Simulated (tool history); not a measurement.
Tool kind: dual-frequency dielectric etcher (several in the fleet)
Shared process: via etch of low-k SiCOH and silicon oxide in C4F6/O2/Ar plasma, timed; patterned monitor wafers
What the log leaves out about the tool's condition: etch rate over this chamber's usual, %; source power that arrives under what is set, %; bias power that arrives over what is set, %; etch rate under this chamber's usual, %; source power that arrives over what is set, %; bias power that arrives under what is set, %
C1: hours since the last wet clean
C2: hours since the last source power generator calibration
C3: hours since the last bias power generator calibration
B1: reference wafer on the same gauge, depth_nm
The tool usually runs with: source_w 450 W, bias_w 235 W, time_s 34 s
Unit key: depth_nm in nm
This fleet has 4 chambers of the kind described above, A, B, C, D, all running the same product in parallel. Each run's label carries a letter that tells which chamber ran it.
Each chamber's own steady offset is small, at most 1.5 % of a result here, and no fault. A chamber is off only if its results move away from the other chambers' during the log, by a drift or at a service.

run 1A hour=4.8 | source_w=450 bias_w=235 time_s=34 | C1=143.3 C2=799.1 C3=1365.3 | B1=86.918 | depth_nm=92.816
run 2B hour=13.2 | source_w=450 bias_w=235 time_s=34 | C1=468.4 C2=3147 C3=2240.8 | B1=86.939 | depth_nm=91.427
-- hour=17.3 chamber B: wet clean of the chamber
run 3C hour=22.3 | source_w=450 bias_w=235 time_s=34 | C1=311.3 C2=966.5 C3=851.9 | B1=86.945 | depth_nm=91.729
-- hour=26.4 chamber D: wet clean of the chamber
run 4D hour=30.3 | source_w=450 bias_w=235 time_s=34 | C1=4 C2=2804.4 C3=2849.7 | B1=86.963 | depth_nm=91.897
run 5A hour=35.7 | source_w=450 bias_w=235 time_s=34 | C1=174.2 C2=830 C3=1396.2 | B1=86.983 | depth_nm=92.754
run 6B hour=41.2 | source_w=450 bias_w=235 time_s=34 | C1=24 C2=3175 C3=2268.8 | B1=87.012 | depth_nm=91.417
run 7D hour=48 | source_w=450 bias_w=235 time_s=34 | C1=21.7 C2=2822.1 C3=2867.4 | B1=86.984 | depth_nm=91.905
run 8C hour=56.7 | source_w=450 bias_w=235 time_s=34 | C1=345.7 C2=1000.9 C3=886.3 | B1=87.03 | depth_nm=91.756
run 9C hour=63.8 | source_w=450 bias_w=292 time_s=37 | C1=352.8 C2=1008 C3=893.4 | B1=87.041 | depth_nm=107.39
run 10D hour=70.8 | source_w=450 bias_w=292 time_s=37 | C1=44.5 C2=2844.9 C3=2890.2 | B1=87.047 | depth_nm=107.61
run 11B hour=76.8 | source_w=450 bias_w=292 time_s=37 | C1=59.6 C2=3210.6 C3=2304.4 | B1=87.07 | depth_nm=107.27
run 12A hour=81.1 | source_w=450 bias_w=292 time_s=37 | C1=219.6 C2=875.4 C3=1441.6 | B1=87.074 | depth_nm=108.89
run 13D hour=89.1 | source_w=450 bias_w=235 time_s=34 | C1=62.8 C2=2863.2 C3=2908.5 | B1=87.097 | depth_nm=91.87
run 14B hour=93.2 | source_w=450 bias_w=235 time_s=34 | C1=76 C2=3227 C3=2320.8 | B1=87.106 | depth_nm=91.655
run 15A hour=97.9 | source_w=450 bias_w=235 time_s=34 | C1=236.4 C2=892.2 C3=1458.4 | B1=87.126 | depth_nm=92.817
run 16C hour=103.5 | source_w=450 bias_w=235 time_s=34 | C1=392.5 C2=1047.7 C3=933.1 | B1=87.132 | depth_nm=91.685
run 17C hour=108.8 | source_w=450 bias_w=235 time_s=34 | C1=397.8 C2=1053 C3=938.4 | B1=87.141 | depth_nm=92.003
run 18A hour=113.2 | source_w=450 bias_w=235 time_s=34 | C1=251.7 C2=907.5 C3=1473.7 | B1=87.144 | depth_nm=93.101
-- hour=119.5 chamber C: wet clean of the chamber
run 19B hour=120.8 | source_w=490 bias_w=191 time_s=34 | C1=103.6 C2=3254.6 C3=2348.4 | B1=87.158 | depth_nm=88.477
run 20D hour=125.3 | source_w=490 bias_w=191 time_s=34 | C1=99 C2=2899.4 C3=2944.7 | B1=87.189 | depth_nm=88.724
run 21A hour=133.3 | source_w=490 bias_w=191 time_s=34 | C1=271.8 C2=927.6 C3=1493.8 | B1=87.195 | depth_nm=89.775
run 22D hour=137.6 | source_w=490 bias_w=191 time_s=34 | C1=111.3 C2=2911.7 C3=2957 | B1=87.221 | depth_nm=88.812
run 23B hour=146.1 | source_w=450 bias_w=235 time_s=34 | C1=128.9 C2=3279.9 C3=2373.7 | B1=87.234 | depth_nm=91.944
run 24C hour=154.2 | source_w=450 bias_w=235 time_s=34 | C1=34.8 C2=1098.4 C3=983.8 | B1=87.221 | depth_nm=92.119
run 25B hour=159.6 | source_w=450 bias_w=235 time_s=34 | C1=142.4 C2=3293.4 C3=2387.2 | B1=87.263 | depth_nm=91.808
run 26D hour=167.9 | source_w=450 bias_w=235 time_s=34 | C1=141.6 C2=2942 C3=2987.3 | B1=87.301 | depth_nm=92.232

One chamber off, gauge drift, or nothing amiss beyond the chambers' own small offsets? If it is a chamber, which one, and what is the likeliest cause?

No chamber is off; the gauge reading every chamber's wafers drifts, which makes the whole fleet appear to move together.
Most likely cause: gauge reads high (%) = 0.442.
